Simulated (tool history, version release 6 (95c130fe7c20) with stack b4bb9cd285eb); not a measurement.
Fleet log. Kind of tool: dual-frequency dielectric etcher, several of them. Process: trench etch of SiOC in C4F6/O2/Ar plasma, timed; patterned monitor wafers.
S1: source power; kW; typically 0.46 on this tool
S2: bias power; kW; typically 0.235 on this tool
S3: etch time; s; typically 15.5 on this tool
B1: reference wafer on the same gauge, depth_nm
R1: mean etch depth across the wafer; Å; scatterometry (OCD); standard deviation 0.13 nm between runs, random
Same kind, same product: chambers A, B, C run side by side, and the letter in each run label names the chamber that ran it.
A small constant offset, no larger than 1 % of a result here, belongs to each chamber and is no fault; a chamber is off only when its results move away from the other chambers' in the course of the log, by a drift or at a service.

run	day	S1	S2	S3	B1	R1
1C	0.408	0.46	0.235	15.5	33.078	369.85
2B	0.779	0.46	0.235	15.5	33.115	372.47
3A	0.996	0.46	0.235	15.5	33.085	370.68
4A	1.296	0.46	0.235	15.5	33.104	370.72
# day 1.429: chamber C: wet clean of the chamber
5C	1.646	0.46	0.235	15.5	33.112	369.04
6B	1.992	0.46	0.235	15.5	33.109	374.1
7C	2.208	0.46	0.235	15.5	33.066	369.96
8A	2.571	0.38	0.235	15.5	33.102	343.21
9B	2.767	0.38	0.235	15.5	33.076	348
10A	3.075	0.38	0.235	15.5	33.101	343.03
11C	3.425	0.46	0.235	15.5	33.089	371.23
12B	3.638	0.46	0.269	15.5	33.07	391.3
13A	3.938	0.46	0.269	15.5	33.108	385.05
14B	4.192	0.46	0.269	15.5	33.136	391.65
15C	4.388	0.46	0.235	15.5	33.099	370.18
16A	4.575	0.46	0.235	15.5	33.087	367.12
17C	4.8	0.46	0.235	15.5	33.118	370.69
18B	5.096	0.46	0.235	15.5	33.081	372.73
# day 5.312: chamber B: wet clean of the chamber
19A	5.35	0.46	0.235	15.5	33.125	366.17
20B	5.779	0.46	0.235	15.5	33.078	375.15
# day 5.925: chamber A: source power generator calibrated
21C	6.196	0.46	0.235	15.5	33.099	371.99
22B	6.388	0.46	0.235	15.5	33.109	372.8
23C	6.667	0.46	0.235	15.5	33.127	368.95
24A	6.883	0.46	0.181	15.5	33.076	331.98
25B	7.092	0.46	0.181	15.5	33.094	345.16
26C	7.342	0.46	0.181	15.5	33.121	342.22
27A	7.688	0.46	0.235	15.5	33.108	361.03
28C	8.05	0.46	0.207	14	33.086	320.7
29A	8.458	0.46	0.207	14	33.082	314.01
30B	8.879	0.46	0.207	14	33.087	322.41
31B	9.071	0.46	0.235	15.5	33.106	374.09
32A	9.408	0.46	0.235	15.5	33.109	358.63
33C	9.729	0.46	0.235	15.5	33.113	370.58
34C	9.942	0.46	0.235	15.5	33.098	370.74
35B	10.212	0.38	0.182	15.5	33.1	319.58
36A	10.633	0.38	0.182	15.5	33.087	307.05
37B	10.971	0.38	0.182	15.5	33.12	321.55
38A	11.367	0.46	0.235	15.5	33.095	356.29
39C	11.683	0.46	0.235	15.5	33.136	370.53
40B	12.029	0.46	0.235	15.5	33.105	374.46
41C	12.354	0.46	0.235	15.5	33.077	369.31
42A	12.625	0.46	0.235	15.5	33.075	353.79
43B	12.971	0.46	0.235	15.5	33.09	374.6

Has any chamber moved away from the others, gradually or after a service, or does the common gauge drift, or do the chambers differ only by their own small steady offsets? State the chamber and the most likely cause if one applies.

Little by little, chamber A moves away from the other chambers.
Likeliest cause: etch rate under this chamber's usual, % = 4.38.

Below are 4 candidate recipes for chamber A's next run, each the usual settings with a change, their results shown as question marks. Which of them brings A's results back in line with what the other chambers give on the usual settings?
In line here means within this much of the mean the other chambers give on the usual settings: R1 4.4 Å
44A-1	13.275	0.47	0.241	15.5		?
44A-2	13.275	0.47	0.238	16		?
44A-3	13.275	0.41	0.235	15.5		?
44A-4	13.275	0.45	0.229	15.5		?

Usual-settings mean across the other chambers: R1 372.19 Å
run	R1
44A-1	361.23
44A-2	371.33
44A-3	339.64
44A-4	349.18
The answer is 44A-2, which returns the chamber to within the allowed miss of the others.
